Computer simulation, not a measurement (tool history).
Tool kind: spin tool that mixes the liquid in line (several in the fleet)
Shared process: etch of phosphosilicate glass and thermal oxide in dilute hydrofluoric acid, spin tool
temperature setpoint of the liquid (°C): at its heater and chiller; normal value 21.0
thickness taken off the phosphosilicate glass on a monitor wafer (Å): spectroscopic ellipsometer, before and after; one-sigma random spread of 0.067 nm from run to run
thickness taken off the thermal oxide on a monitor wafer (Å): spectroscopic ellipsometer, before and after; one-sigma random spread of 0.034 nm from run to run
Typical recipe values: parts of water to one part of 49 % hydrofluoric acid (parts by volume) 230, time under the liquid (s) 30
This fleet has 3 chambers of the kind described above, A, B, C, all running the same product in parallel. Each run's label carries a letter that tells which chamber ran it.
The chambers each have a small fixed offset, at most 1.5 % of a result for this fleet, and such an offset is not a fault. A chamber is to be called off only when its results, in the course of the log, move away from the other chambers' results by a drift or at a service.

| run | day | temperature setpoint of the liquid (°C) | parts of water to one part of 49 % hydrofluoric acid (parts by volume) | time under the liquid (s) | read-back film thickness of the phosphosilicate glass reference wafer, read on the same gauge (nm) | read-back film thickness of the thermal oxide reference wafer, read on the same gauge (nm) | thickness taken off the phosphosilicate glass on a monitor wafer (Å) | thickness taken off the thermal oxide on a monitor wafer (Å) |
|---|---|---|---|---|---|---|---|---|
| 1B | 0.262 | 21.0 | 230 | 30 | 50.018 | 110.01 | 79.608 | 4.9690 |
| 2C | 0.433 | 21.0 | 230 | 30 | 50.041 | 110.00 | 79.180 | 4.7495 |
| 3A | 0.654 | 21.0 | 230 | 30 | 50.018 | 110.01 | 80.139 | 5.3921 |
| 4A | 0.792 | 21.0 | 230 | 30 | 50.020 | 109.99 | 78.348 | 4.6653 |
| 5C | 1.083 | 21.0 | 230 | 30 | 49.965 | 109.97 | 79.747 | 5.1057 |
| 6B | 1.350 | 21.0 | 230 | 30 | 50.011 | 109.99 | 80.563 | 5.2688 |
| 7C | 1.546 | 21.0 | 230 | 30 | 49.972 | 110.01 | 80.383 | 4.8623 |
| 8A | 1.692 | 21.0 | 230 | 30 | 50.014 | 109.96 | 79.725 | 5.2894 |
| 9B | 1.942 | 25.5 | 300 | 30 | 50.027 | 110.00 | 67.001 | 3.8282 |
| 10A | 2.142 | 25.5 | 300 | 30 | 49.986 | 110.00 | 65.844 | 3.5589 |
| 11B | 2.317 | 25.5 | 300 | 30 | 49.999 | 110.00 | 65.812 | 4.4095 |
| 12C | 2.542 | 21.0 | 230 | 30 | 50.076 | 109.97 | 79.176 | 4.6399 |
| 13A | 2.796 | 21.0 | 230 | 30 | 49.989 | 109.98 | 78.944 | 4.6258 |
|  | 2.908 | chamber C: hydrofluoric acid flow meter replaced |
| 14B | 3.062 | 21.0 | 175 | 40 | 49.983 | 110.00 | 149.920 | 8.7820 |
| 15C | 3.329 | 21.0 | 175 | 40 | 50.004 | 110.02 | 147.480 | 9.2077 |
| 16B | 3.512 | 21.0 | 175 | 40 | 50.006 | 110.02 | 148.520 | 7.9204 |
| 17A | 3.783 | 21.0 | 230 | 30 | 50.025 | 110.00 | 79.924 | 4.8705 |
| 18C | 3.962 | 21.0 | 230 | 30 | 49.986 | 109.96 | 79.275 | 3.9349 |
| 19A | 4.088 | 21.0 | 230 | 30 | 49.947 | 109.99 | 78.892 | 4.7682 |
| 20C | 4.271 | 18.0 | 230 | 15 | 50.014 | 109.98 | 35.379 | 1.9592 |
| 21B | 4.492 | 18.0 | 230 | 15 | 50.067 | 110.02 | 35.347 | 2.0318 |
| 22A | 4.775 | 18.0 | 230 | 15 | 49.987 | 109.99 | 35.810 | 2.1705 |
| 23C | 4.904 | 21.0 | 230 | 30 | 49.979 | 109.99 | 80.032 | 4.7677 |
| 24B | 5.083 | 21.0 | 230 | 30 | 49.998 | 110.00 | 78.806 | 4.6212 |
| 25C | 5.229 | 21.0 | 230 | 30 | 49.953 | 109.98 | 79.613 | 4.7265 |
| 26B | 5.383 | 21.0 | 230 | 30 | 50.023 | 109.99 | 79.689 | 5.0528 |
| 27A | 5.658 | 21.0 | 230 | 30 | 49.993 | 109.99 | 79.023 | 4.3682 |
| 28A | 5.883 | 21.0 | 230 | 30 | 49.992 | 110.01 | 79.689 | 4.8259 |
| 29B | 6.158 | 21.0 | 230 | 30 | 50.008 | 109.98 | 79.463 | 4.8880 |
| 30C | 6.375 | 21.0 | 230 | 30 | 50.022 | 109.99 | 80.372 | 4.6256 |
| 31B | 6.633 | 21.0 | 230 | 30 | 49.990 | 110.01 | 79.555 | 4.9259 |
| 32C | 6.846 | 21.0 | 230 | 30 | 49.983 | 110.00 | 79.178 | 4.4671 |
| 33A | 7.067 | 21.0 | 230 | 30 | 50.010 | 110.01 | 79.477 | 5.4399 |
| 34A | 7.208 | 21.0 | 230 | 30 | 49.963 | 110.02 | 79.569 | 4.1181 |
| 35B | 7.350 | 21.0 | 230 | 30 | 49.981 | 110.01 | 80.156 | 4.7499 |

Each of the 3 chambers runs these same settings next. Fill in every chamber's results:
| 36A | 7.558 | 21.0 | 230 | 30 |  |  | ? | ? |
| 36B | 7.558 | 21.0 | 230 | 30 |  |  | ? | ? |
| 36C | 7.558 | 21.0 | 230 | 30 |  |  | ? | ? |

| run | thickness taken off the phosphosilicate glass on a monitor wafer (Å) | thickness taken off the thermal oxide on a monitor wafer (Å) |
|---|---|---|
| 36A | 80.472 | 4.9725 |
| 36B | 80.460 | 4.7229 |
| 36C | 78.361 | 4.4776 |
